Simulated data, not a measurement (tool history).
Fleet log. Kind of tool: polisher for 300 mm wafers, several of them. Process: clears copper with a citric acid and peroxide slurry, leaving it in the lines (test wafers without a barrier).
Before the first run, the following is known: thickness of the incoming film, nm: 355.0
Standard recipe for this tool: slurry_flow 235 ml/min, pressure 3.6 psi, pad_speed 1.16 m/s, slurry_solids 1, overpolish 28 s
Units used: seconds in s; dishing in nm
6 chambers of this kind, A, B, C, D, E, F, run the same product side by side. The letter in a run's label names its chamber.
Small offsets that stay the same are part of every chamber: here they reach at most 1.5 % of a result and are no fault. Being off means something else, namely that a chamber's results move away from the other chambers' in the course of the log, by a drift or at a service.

run 1A day=0.533 | slurry_flow=235 pressure=3.6 pad_speed=1.16 slurry_solids=1 overpolish=28 | seconds=117.58 dishing=53.026
-- day=0.912 chamber B: worn pad replaced by a new one
run 2C day=0.942 | slurry_flow=235 pressure=3.6 pad_speed=1.16 slurry_solids=1 overpolish=28 | seconds=116.66 dishing=55.046
-- day=1.179 chamber E: slurry blender recalibrated
run 3D day=1.446 | slurry_flow=235 pressure=3.6 pad_speed=1.16 slurry_solids=1 overpolish=28 | seconds=119.39 dishing=53.382
-- day=1.462 chamber E: slurry nozzle cleaned
run 4E day=1.696 | slurry_flow=235 pressure=3.6 pad_speed=1.16 slurry_solids=1 overpolish=28 | seconds=119.83 dishing=51.852
-- day=1.812 chamber F: slurry blender recalibrated
-- day=1.938 chamber B: slurry blender recalibrated
run 5F day=1.996 | slurry_flow=235 pressure=3.6 pad_speed=1.16 slurry_solids=1 overpolish=43 | seconds=118.54 dishing=73.235
run 6B day=2.571 | slurry_flow=235 pressure=3.6 pad_speed=1.16 slurry_solids=1 overpolish=43 | seconds=118.32 dishing=74.974
run 7C day=2.954 | slurry_flow=235 pressure=3.6 pad_speed=1.16 slurry_solids=1 overpolish=43 | seconds=119.02 dishing=72.753
-- day=3.217 chamber E: head pressure recalibrated
-- day=3.271 chamber E: worn pad replaced by a new one
run 8F day=3.367 | slurry_flow=235 pressure=3.6 pad_speed=1.16 slurry_solids=1 overpolish=43 | seconds=119.64 dishing=71.488
-- day=3.517 chamber F: slurry nozzle cleaned
run 9A day=3.721 | slurry_flow=235 pressure=3.6 pad_speed=1.16 slurry_solids=1 overpolish=43 | seconds=118.42 dishing=71.868
-- day=3.942 chamber C: worn pad replaced by a new one
-- day=4.054 chamber C: slurry blender recalibrated
run 10B day=4.262 | slurry_flow=235 pressure=3.6 pad_speed=1.16 slurry_solids=1 overpolish=43 | seconds=119.98 dishing=75.011
-- day=4.608 chamber A: slurry blender recalibrated
-- day=4.704 chamber F: worn pad replaced by a new one
run 11E day=4.754 | slurry_flow=235 pressure=3.6 pad_speed=1.16 slurry_solids=1 overpolish=28 | seconds=119.21 dishing=51.916
-- day=5.15 chamber D: slurry nozzle cleaned
run 12D day=5.254 | slurry_flow=235 pressure=3.6 pad_speed=1.16 slurry_solids=1 overpolish=28 | seconds=116.28 dishing=54.868
-- day=5.7 chamber D: worn pad replaced by a new one
run 13A day=5.779 | slurry_flow=235 pressure=3.6 pad_speed=1.16 slurry_solids=1 overpolish=28 | seconds=121.48 dishing=52.398
run 14E day=6.221 | slurry_flow=235 pressure=3.6 pad_speed=0.86 slurry_solids=1 overpolish=28 | seconds=161.9 dishing=42.324
run 15F day=6.488 | slurry_flow=235 pressure=3.6 pad_speed=0.86 slurry_solids=1 overpolish=28 | seconds=160.53 dishing=41.609
run 16C day=6.771 | slurry_flow=235 pressure=3.6 pad_speed=0.86 slurry_solids=1 overpolish=28 | seconds=162.19 dishing=43.026
-- day=6.804 chamber B: head pressure recalibrated
run 17D day=7.075 | slurry_flow=235 pressure=3.6 pad_speed=0.86 slurry_solids=1 overpolish=28 | seconds=158.42 dishing=44.81
run 18B day=7.538 | slurry_flow=235 pressure=3.6 pad_speed=0.86 slurry_solids=1 overpolish=28 | seconds=160.51 dishing=43.947
run 19F day=7.971 | slurry_flow=235 pressure=3.6 pad_speed=0.86 slurry_solids=1 overpolish=28 | seconds=160.63 dishing=42.55
run 20D day=8.321 | slurry_flow=235 pressure=3.6 pad_speed=1.16 slurry_solids=1 overpolish=28 | seconds=119.71 dishing=56.124
-- day=8.654 chamber A: slurry nozzle cleaned
run 21E day=8.875 | slurry_flow=235 pressure=3.6 pad_speed=1.16 slurry_solids=1 overpolish=28 | seconds=122.62 dishing=53.905
-- day=8.879 chamber C: worn pad replaced by a new one
-- day=8.896 chamber D: slurry blender recalibrated
run 22A day=9.425 | slurry_flow=235 pressure=3.6 pad_speed=1.16 slurry_solids=1 overpolish=28 | seconds=122.83 dishing=52.992
-- day=9.704 chamber D: head pressure recalibrated
run 23C day=9.842 | slurry_flow=235 pressure=3.6 pad_speed=1.16 slurry_solids=1 overpolish=28 | seconds=117.5 dishing=53.355
-- day=9.858 chamber B: worn pad replaced by a new one
-- day=10 chamber B: slurry nozzle cleaned
run 24B day=10.138 | slurry_flow=235 pressure=3.6 pad_speed=1.16 slurry_solids=1 overpolish=28 | seconds=119.88 dishing=53.025
run 25F day=10.442 | slurry_flow=235 pressure=3.6 pad_speed=1.16 slurry_solids=1 overpolish=28 | seconds=117.37 dishing=53.503
-- day=10.721 chamber F: worn pad replaced by a new one
-- day=10.758 chamber E: worn pad replaced by a new one
run 26C day=10.883 | slurry_flow=235 pressure=3.6 pad_speed=1.16 slurry_solids=1 overpolish=28 | seconds=119.8 dishing=54.248
run 27B day=11.371 | slurry_flow=235 pressure=3.6 pad_speed=1.56 slurry_solids=1.1 overpolish=28 | seconds=85.735 dishing=67.605
run 28D day=11.683 | slurry_flow=235 pressure=3.6 pad_speed=1.56 slurry_solids=1.1 overpolish=28 | seconds=87.9 dishing=69.705
run 29A day=12.175 | slurry_flow=235 pressure=3.6 pad_speed=1.56 slurry_solids=1.1 overpolish=28 | seconds=93.259 dishing=62.757
run 30E day=12.442 | slurry_flow=235 pressure=3.6 pad_speed=1.56 slurry_solids=1.1 overpolish=28 | seconds=87.847 dishing=69.127
-- day=12.792 chamber F: slurry blender recalibrated
run 31F day=12.988 | slurry_flow=235 pressure=3.6 pad_speed=1.56 slurry_solids=1.1 overpolish=28 | seconds=86.738 dishing=67.801
run 32A day=13.538 | slurry_flow=235 pressure=3.6 pad_speed=1.56 slurry_solids=1.1 overpolish=28 | seconds=93.079 dishing=64.803
run 33E day=14.096 | slurry_flow=235 pressure=3.6 pad_speed=1.16 slurry_solids=1 overpolish=28 | seconds=120.99 dishing=52.87
-- day=14.367 chamber D: worn pad replaced by a new one
-- day=14.388 chamber C: worn pad replaced by a new one
run 34D day=14.558 | slurry_flow=235 pressure=3.6 pad_speed=1.16 slurry_solids=1 overpolish=28 | seconds=121.32 dishing=56.467
-- day=14.829 chamber C: slurry blender recalibrated
run 35B day=15.046 | slurry_flow=235 pressure=3.6 pad_speed=1.16 slurry_solids=1 overpolish=28 | seconds=118.09 dishing=52.952
run 36C day=15.383 | slurry_flow=235 pressure=3.6 pad_speed=1.16 slurry_solids=1 overpolish=28 | seconds=118.05 dishing=54.263
run 37B day=15.729 | slurry_flow=235 pressure=3.6 pad_speed=1.16 slurry_solids=1 overpolish=28 | seconds=122 dishing=51.896
run 38C day=16.146 | slurry_flow=235 pressure=3.6 pad_speed=1.16 slurry_solids=1 overpolish=28 | seconds=117.59 dishing=52.502
run 39E day=16.575 | slurry_flow=235 pressure=3.6 pad_speed=1.16 slurry_solids=1 overpolish=28 | seconds=121.16 dishing=51.61
run 40D day=17.154 | slurry_flow=235 pressure=3.6 pad_speed=1.16 slurry_solids=1 overpolish=28 | seconds=119.32 dishing=54.106

For the next run the whole fleet of 6 chambers uses the same settings. Give each chamber's results:
run 41A day=17.567 | slurry_flow=235 pressure=3.6 pad_speed=1.16 slurry_solids=1 overpolish=28 | seconds=? dishing=?
run 41B day=17.567 | slurry_flow=235 pressure=3.6 pad_speed=1.16 slurry_solids=1 overpolish=28 | seconds=? dishing=?
run 41C day=17.567 | slurry_flow=235 pressure=3.6 pad_speed=1.16 slurry_solids=1 overpolish=28 | seconds=? dishing=?
run 41D day=17.567 | slurry_flow=235 pressure=3.6 pad_speed=1.16 slurry_solids=1 overpolish=28 | seconds=? dishing=?
run 41E day=17.567 | slurry_flow=235 pressure=3.6 pad_speed=1.16 slurry_solids=1 overpolish=28 | seconds=? dishing=?
run 41F day=17.567 | slurry_flow=235 pressure=3.6 pad_speed=1.16 slurry_solids=1 overpolish=28 | seconds=? dishing=?

run=41A seconds=130.6 dishing=49.996
run=41B seconds=117.39 dishing=52.902
run=41C seconds=120.61 dishing=52.172
run=41D seconds=118.68 dishing=55.437
run=41E seconds=119.45 dishing=54.227
run=41F seconds=118.88 dishing=53.965
